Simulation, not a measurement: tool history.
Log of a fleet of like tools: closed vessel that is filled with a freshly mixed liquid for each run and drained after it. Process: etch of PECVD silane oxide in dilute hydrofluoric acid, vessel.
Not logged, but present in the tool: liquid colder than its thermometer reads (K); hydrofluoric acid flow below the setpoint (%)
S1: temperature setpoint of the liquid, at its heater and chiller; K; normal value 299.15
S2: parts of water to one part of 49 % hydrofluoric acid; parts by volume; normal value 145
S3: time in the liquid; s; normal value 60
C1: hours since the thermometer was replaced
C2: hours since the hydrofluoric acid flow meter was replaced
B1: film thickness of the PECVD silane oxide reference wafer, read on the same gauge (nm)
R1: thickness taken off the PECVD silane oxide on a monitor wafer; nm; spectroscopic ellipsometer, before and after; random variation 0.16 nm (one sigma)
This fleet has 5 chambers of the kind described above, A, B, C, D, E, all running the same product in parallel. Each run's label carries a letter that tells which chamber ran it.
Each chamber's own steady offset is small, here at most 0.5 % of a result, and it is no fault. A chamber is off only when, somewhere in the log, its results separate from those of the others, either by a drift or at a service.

| run | day | S1 | S2 | S3 | C1 | C2 | B1 | R1 |
|---|---|---|---|---|---|---|---|---|
| 1E | 0.479 | 299.15 | 145 | 60 | 1521.3 | 841.3 | 109.99 | 20.897 |
| 2D | 1.083 | 299.15 | 145 | 60 | 1726.4 | 950.5 | 109.99 | 21.255 |
| 3B | 1.429 | 299.15 | 145 | 60 | 634.1 | 235.7 | 109.97 | 21.064 |
| 4C | 2.042 | 299.15 | 145 | 60 | 1138.6 | 322.4 | 109.95 | 21.218 |
| 5A | 2.608 | 299.15 | 145 | 60 | 731.7 | 1158.3 | 109.99 | 21.051 |
|  | 2.862 | chamber A: thermometer replaced |
| 6B | 2.975 | 299.15 | 145 | 60 | 671.2 | 272.8 | 110.00 | 21.179 |
| 7D | 3.362 | 299.15 | 145 | 60 | 1781.1 | 1005.2 | 110.01 | 21.066 |
| 8E | 3.738 | 299.15 | 145 | 60 | 1599.5 | 919.5 | 110.03 | 20.953 |
| 9A | 4.150 | 299.15 | 195 | 85 | 30.9 | 1195.3 | 109.97 | 20.394 |
| 10C | 4.700 | 299.15 | 195 | 85 | 1202.4 | 386.2 | 110.02 | 21.250 |
|  | 4.950 | chamber C: thermometer replaced |
| 11A | 5.321 | 299.15 | 195 | 85 | 59.0 | 1223.4 | 109.98 | 20.047 |
| 12B | 5.679 | 299.15 | 195 | 85 | 736.1 | 337.7 | 110.02 | 20.763 |
|  | 5.708 | chamber D: thermometer replaced |
| 13E | 6.071 | 299.15 | 195 | 85 | 1655.5 | 975.5 | 110.00 | 20.845 |
| 14D | 6.442 | 299.15 | 190 | 60 | 17.6 | 1079.1 | 109.99 | 15.437 |
| 15C | 7.029 | 299.15 | 190 | 60 | 49.9 | 442.1 | 109.99 | 15.102 |
| 16C | 7.479 | 299.15 | 190 | 60 | 60.7 | 452.9 | 109.98 | 15.267 |
|  | 7.742 | chamber E: hydrofluoric acid flow meter replaced |
| 17D | 7.779 | 299.15 | 190 | 60 | 49.7 | 1111.2 | 110.02 | 14.993 |
| 18E | 8.388 | 299.15 | 190 | 60 | 1711.1 | 15.6 | 110.03 | 15.427 |
| 19B | 8.925 | 296.65 | 185 | 60 | 814.0 | 415.6 | 110.02 | 14.276 |
| 20A | 9.567 | 296.65 | 185 | 60 | 160.9 | 1325.3 | 109.99 | 13.519 |
| 21E | 10.088 | 296.65 | 185 | 60 | 1751.9 | 56.4 | 110.02 | 14.564 |
| 22D | 10.608 | 296.65 | 185 | 60 | 117.6 | 1179.1 | 109.99 | 14.344 |
| 23A | 11.167 | 296.65 | 185 | 60 | 199.3 | 1363.7 | 110.01 | 13.357 |
| 24C | 11.825 | 299.15 | 145 | 60 | 165.0 | 557.2 | 109.97 | 21.104 |
| 25B | 12.146 | 299.15 | 145 | 60 | 891.3 | 492.9 | 110.03 | 21.016 |
| 26B | 12.662 | 299.15 | 145 | 60 | 903.7 | 505.3 | 109.99 | 20.905 |
| 27C | 13.025 | 299.15 | 145 | 60 | 193.8 | 586.0 | 110.02 | 20.850 |
| 28E | 13.554 | 299.15 | 145 | 60 | 1835.1 | 139.6 | 110.00 | 20.741 |
|  | 13.992 | chamber D: hydrofluoric acid flow meter replaced |
| 29A | 14.042 | 299.15 | 145 | 60 | 268.3 | 1432.7 | 110.01 | 19.487 |
| 30D | 14.654 | 299.15 | 145 | 60 | 214.7 | 15.9 | 109.97 | 21.214 |
| 31E | 15.171 | 299.15 | 145 | 60 | 1873.9 | 178.4 | 110.00 | 21.143 |

All 5 chambers run these settings next. Forecast each chamber's results:
| 32A | 15.646 | 299.15 | 85 | 60 |  |  |  | ? |
| 32B | 15.646 | 299.15 | 85 | 60 |  |  |  | ? |
| 32C | 15.646 | 299.15 | 85 | 60 |  |  |  | ? |
| 32D | 15.646 | 299.15 | 85 | 60 |  |  |  | ? |
| 32E | 15.646 | 299.15 | 85 | 60 |  |  |  | ? |

| run | R1 |
|---|---|
| 32A | 35.634 |
| 32B | 39.270 |
| 32C | 38.955 |
| 32D | 39.728 |
| 32E | 37.945 |
